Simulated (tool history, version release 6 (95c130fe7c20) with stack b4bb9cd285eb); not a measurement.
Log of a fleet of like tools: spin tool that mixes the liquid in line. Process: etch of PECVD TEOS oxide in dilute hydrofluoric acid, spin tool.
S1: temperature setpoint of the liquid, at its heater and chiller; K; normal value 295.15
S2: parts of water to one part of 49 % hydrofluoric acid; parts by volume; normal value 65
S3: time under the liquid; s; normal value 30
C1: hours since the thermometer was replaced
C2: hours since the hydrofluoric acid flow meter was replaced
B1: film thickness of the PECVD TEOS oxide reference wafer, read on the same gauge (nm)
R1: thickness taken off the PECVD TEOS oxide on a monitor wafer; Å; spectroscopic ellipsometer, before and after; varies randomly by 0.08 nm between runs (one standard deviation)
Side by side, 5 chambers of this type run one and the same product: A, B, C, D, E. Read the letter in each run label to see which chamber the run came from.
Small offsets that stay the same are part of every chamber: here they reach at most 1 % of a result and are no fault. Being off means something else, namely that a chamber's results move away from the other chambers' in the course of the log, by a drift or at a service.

| run | hour | S1 | S2 | S3 | C1 | C2 | B1 | R1 |
|---|---|---|---|---|---|---|---|---|
| 1D | 7 | 295.15 | 65 | 30 | 205.9 | 727.2 | 149.98 | 97.912 |
| 2E | 14.8 | 295.15 | 65 | 30 | 941 | 117.6 | 149.98 | 97.179 |
| 3C | 18.6 | 295.15 | 65 | 30 | 1386.8 | 408.8 | 150 | 96.014 |
| 4A | 25.8 | 295.15 | 65 | 30 | 785.3 | 752.9 | 150 | 95.496 |
| 5B | 32.9 | 295.15 | 65 | 30 | 2311.8 | 104.5 | 150.02 | 95.555 |
| 6B | 36.5 | 295.15 | 65 | 30 | 2315.4 | 108.1 | 150.04 | 96.163 |
| 7E | 42.2 | 295.15 | 65 | 30 | 968.4 | 145 | 150 | 97.123 |
| 8C | 46.3 | 295.15 | 65 | 30 | 1414.5 | 436.5 | 150 | 97.178 |
| 9A | 53 | 295.15 | 65 | 30 | 812.5 | 780.1 | 150.03 | 97.5 |
| 10D | 58.7 | 295.15 | 65 | 30 | 257.6 | 778.9 | 149.97 | 97.853 |
| 11D | 64.8 | 295.15 | 65 | 30 | 263.7 | 785 | 150.01 | 96.708 |
|  | 69.4 | chamber D: hydrofluoric acid flow meter replaced |
| 12A | 70.8 | 295.15 | 65 | 30 | 830.3 | 797.9 | 150 | 96.041 |
| 13B | 77.3 | 295.15 | 65 | 30 | 2356.2 | 148.9 | 150 | 96.213 |
| 14E | 83.9 | 295.15 | 65 | 30 | 1010.1 | 186.7 | 149.99 | 95.528 |
| 15C | 91.3 | 295.15 | 65 | 30 | 1459.5 | 481.5 | 150.03 | 98.857 |
| 16B | 98.9 | 295.15 | 65 | 30 | 2377.8 | 170.5 | 150 | 95.921 |
| 17C | 104.7 | 295.15 | 65 | 30 | 1472.9 | 494.9 | 150.01 | 100.91 |
| 18D | 109.1 | 295.15 | 65 | 30 | 308 | 39.7 | 150.05 | 96.08 |
| 19A | 116.1 | 295.15 | 65 | 30 | 875.6 | 843.2 | 150.03 | 97.669 |
| 20E | 123.8 | 295.15 | 65 | 30 | 1050 | 226.6 | 149.97 | 97.274 |
|  | 126 | chamber B: thermometer replaced |
| 21E | 131 | 295.15 | 85 | 35 | 1057.2 | 233.8 | 149.98 | 84.467 |
| 22D | 136.2 | 295.15 | 85 | 35 | 335.1 | 66.8 | 150.01 | 83.424 |
| 23B | 142.6 | 295.15 | 85 | 35 | 16.7 | 214.2 | 150 | 83.793 |
| 24C | 148 | 295.15 | 85 | 35 | 1516.2 | 538.2 | 149.99 | 92.26 |
| 25A | 153.8 | 295.15 | 85 | 35 | 913.3 | 880.9 | 149.99 | 83.781 |
| 26A | 160 | 291.15 | 80 | 30 | 919.5 | 887.1 | 149.99 | 65.214 |
| 27B | 164.2 | 291.15 | 80 | 30 | 38.3 | 235.8 | 150.04 | 65.931 |
| 28E | 168.2 | 291.15 | 80 | 30 | 1094.4 | 271 | 150 | 66.397 |
| 29D | 174.5 | 291.15 | 80 | 30 | 373.4 | 105.1 | 150.02 | 65.431 |
| 30C | 181.6 | 291.15 | 80 | 30 | 1549.8 | 571.8 | 150.01 | 72.34 |
| 31D | 187.8 | 295.15 | 65 | 30 | 386.7 | 118.4 | 149.99 | 96.97 |

Which is it: a chamber that has drifted or been left off by a service, a gauge drift common to all chambers, or only each chamber's usual small offset? If a chamber is off, name it and its likeliest cause.

Little by little, chamber C moves away from the other chambers.
What lies behind it: hydrofluoric acid flow above the setpoint (%) = 9.93.
The log may not separate it from: liquid hotter than its thermometer reads (K).

Below are 4 candidate recipes for chamber C's next run, each the usual settings with a change, their results shown as question marks. Which of them brings C's results back in line with what the other chambers give on the usual settings?
In-line tolerance around the mean of the other chambers on the usual settings: R1 2.8 Å
| 32C-1 | 193.3 | 294.65 | 70 | 30 |  |  |  | ? |
| 32C-2 | 193.3 | 295.15 | 65 | 25 |  |  |  | ? |
| 32C-3 | 193.3 | 299.15 | 65 | 30 |  |  |  | ? |
| 32C-4 | 193.3 | 297.65 | 65 | 30 |  |  |  | ? |

Average result of the remaining chambers running the usual settings: R1 96.793 Å
| run | R1 |
|---|---|
| 32C-1 | 97.326 |
| 32C-2 | 89.606 |
| 32C-3 | 126.4 |
| 32C-4 | 119.06 |
32C-1 brings the chamber back in line.
